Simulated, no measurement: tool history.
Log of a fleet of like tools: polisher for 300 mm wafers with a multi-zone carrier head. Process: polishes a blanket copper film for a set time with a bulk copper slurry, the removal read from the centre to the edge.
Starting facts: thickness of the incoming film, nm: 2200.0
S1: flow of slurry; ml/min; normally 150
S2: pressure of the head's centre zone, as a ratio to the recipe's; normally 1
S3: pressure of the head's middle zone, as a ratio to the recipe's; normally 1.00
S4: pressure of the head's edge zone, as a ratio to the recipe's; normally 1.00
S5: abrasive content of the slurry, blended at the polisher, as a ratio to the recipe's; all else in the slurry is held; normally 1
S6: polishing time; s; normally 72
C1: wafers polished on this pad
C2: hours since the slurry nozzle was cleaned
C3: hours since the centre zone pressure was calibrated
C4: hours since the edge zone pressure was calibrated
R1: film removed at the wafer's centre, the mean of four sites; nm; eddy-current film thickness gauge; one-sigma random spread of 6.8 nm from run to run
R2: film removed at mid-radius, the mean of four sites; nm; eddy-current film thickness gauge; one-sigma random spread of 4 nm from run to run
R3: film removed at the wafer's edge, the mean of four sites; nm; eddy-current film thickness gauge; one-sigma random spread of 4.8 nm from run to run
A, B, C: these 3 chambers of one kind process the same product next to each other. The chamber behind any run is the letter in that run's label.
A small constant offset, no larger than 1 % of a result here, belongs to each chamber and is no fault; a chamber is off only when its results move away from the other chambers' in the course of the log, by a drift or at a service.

run,day,S1,S2,S3,S4,S5,S6,C1,C2,C3,C4,R1,R2,R3
# day 0.158: chamber A: slurry nozzle cleaned
1C,0.483,150,1,1.00,1.00,1,72,1024,343.1,218.4,103.5,576.87,577.72,580.66
2A,1.008,150,1,1.00,1.00,1,72,836,20.4,284.7,254.4,577.50,580.66,579.66
3B,1.521,150,1,1.00,1.00,1,72,670,115.6,521.7,86.9,579.48,579.07,581.37
4A,1.850,150,1,1.00,1.00,1,72,1042,40.6,304.9,274.6,585.08,583.26,584.80
5B,2.354,150,1,1.00,1.00,1,72,873,135.6,541.7,106.9,580.53,586.19,577.39
6C,2.642,150,1,1.00,1.00,1,72,1552,394.9,270.2,155.3,590.27,579.61,570.34
# day 2.829: chamber A: worn pad replaced by a new one
7C,2.929,150,1,1.00,1.00,1,72,1622,401.8,277.1,162.2,580.61,575.52,582.85
# day 3.317: chamber B: worn pad replaced by a new one
8B,3.325,150,1,1.00,1.00,1,72,2,158.9,565.0,130.2,584.20,577.12,576.89
9A,3.721,150,1,1.00,1.00,1,72,218,85.5,349.8,319.5,582.33,589.08,576.32
# day 3.996: chamber C: slurry nozzle cleaned
10B,4.204,150,1,1.00,1.00,1,72,217,180.0,586.1,151.3,588.27,577.28,578.97
11A,4.533,190,1,0.95,1.00,1,72,416,105.0,369.3,339.0,598.04,583.65,601.44
12C,4.833,190,1,0.95,1.00,1,72,2088,20.2,322.8,207.9,607.99,577.04,603.14
# day 5.058: chamber B: centre zone pressure recalibrated
13C,5.362,190,1,0.95,1.00,1,72,2217,32.9,335.5,220.6,590.08,564.26,591.04
# day 5.612: chamber B: slurry nozzle cleaned
14A,5.633,150,1,1.00,1.00,1,72,686,131.4,395.7,365.4,585.34,582.24,588.47
15B,6.142,150,1,1.00,1.00,1,72,691,12.7,26.1,197.8,590.34,581.75,575.16
16B,6.617,150,1,1.00,1.00,1,72,807,24.1,37.5,209.2,584.77,578.28,585.50
17A,6.971,150,1,1.00,1.00,1,72,1013,163.5,427.8,397.5,577.86,576.60,583.77
# day 7.300: chamber A: worn pad replaced by a new one
18C,7.367,150,1,1.00,1.00,1,72,2707,81.0,383.6,268.7,567.18,562.34,570.67
19A,7.867,150,1,1.00,1.00,1,72,139,185.0,449.3,419.0,575.13,586.21,579.44
# day 7.988: chamber B: worn pad replaced by a new one
20C,8.246,150,1,1.00,1.00,1,72,2923,102.1,404.7,289.8,554.88,547.79,555.83
21B,8.746,150,1,1.00,1.00,1,72,185,75.2,88.6,260.3,585.02,582.21,576.12
22A,9.325,150,1,1.00,1.00,1,72,496,220.0,484.3,454.0,580.58,577.27,579.12
23C,9.879,150,1,1.00,1.00,1,72,3322,141.3,443.9,329.0,543.46,547.09,561.82
24B,10.150,150,1,1.00,1.00,1,72,529,108.9,122.3,294.0,583.14,581.22,586.07
25A,10.529,150,1,1.00,1.00,1,72,790,248.9,513.2,482.9,570.20,580.42,587.42
# day 10.583: chamber A: centre zone pressure recalibrated
26C,11.046,150,1,1.00,1.00,1,72,3608,169.3,471.9,357.0,538.47,538.25,545.72
27B,11.646,150,1,1.00,1.00,1,72,895,144.8,158.2,329.9,587.39,583.34,586.75
28C,11.908,150,1,1.00,1.00,1,72,3819,190.0,492.6,377.7,531.92,537.15,538.50
# day 12.179: chamber A: worn pad replaced by a new one
# day 12.329: chamber B: worn pad replaced by a new one
29A,12.354,150,1,1.00,1.00,1,72,43,292.7,42.6,526.7,577.52,582.73,581.69
30B,12.708,165,1,1.00,1.00,1,51,93,170.3,183.7,355.4,423.55,417.67,417.71
31B,13.008,165,1,1.00,1.00,1,51,167,177.5,190.9,362.6,428.70,419.72,414.64
32A,13.275,165,1,1.00,1.00,1,51,268,314.8,64.7,548.8,408.90,416.46,418.78
# day 13.512: chamber B: edge zone pressure recalibrated
33C,13.725,150,1,1.00,1.00,1,72,4263,233.6,536.2,421.3,519.79,523.89,523.43
34C,14.088,150,1,1.00,1.00,1,72,4352,242.3,544.9,430.0,521.31,522.88,527.20
35B,14.546,150,1,1.00,1.00,1,72,543,214.4,227.8,24.9,585.60,584.07,576.53
36A,14.900,150,1,1.00,1.00,1,72,665,353.8,103.7,587.8,568.33,580.03,579.81
# day 15.033: chamber B: slurry nozzle cleaned
37B,15.475,150,1,1.08,1.04,1,72,770,10.6,250.1,47.2,582.66,622.34,590.27
38C,16.083,150,1,1.08,1.04,1,72,4840,290.2,592.8,477.9,506.90,556.71,528.35
# day 16.267: chamber A: slurry nozzle cleaned
# day 16.542: chamber B: worn pad replaced by a new one
39A,16.567,150,1,1.08,1.04,1,72,1073,7.3,143.7,627.8,592.25,627.69,598.70
40B,16.958,150,1,1.00,1.00,1,72,102,46.2,285.7,82.8,593.22,580.80,586.36

The same settings go to every chamber for the next run, one line per chamber below. Forecast the results for each:
41A,17.400,150,1,1.00,1.12,1,72,,,,,?,?,?
41B,17.400,150,1,1.00,1.12,1,72,,,,,?,?,?
41C,17.400,150,1,1.00,1.12,1,72,,,,,?,?,?

run,R1,R2,R3
41A,581.38,581.05,623.89
41B,576.36,574.73,618.12
41C,501.97,505.93,547.11
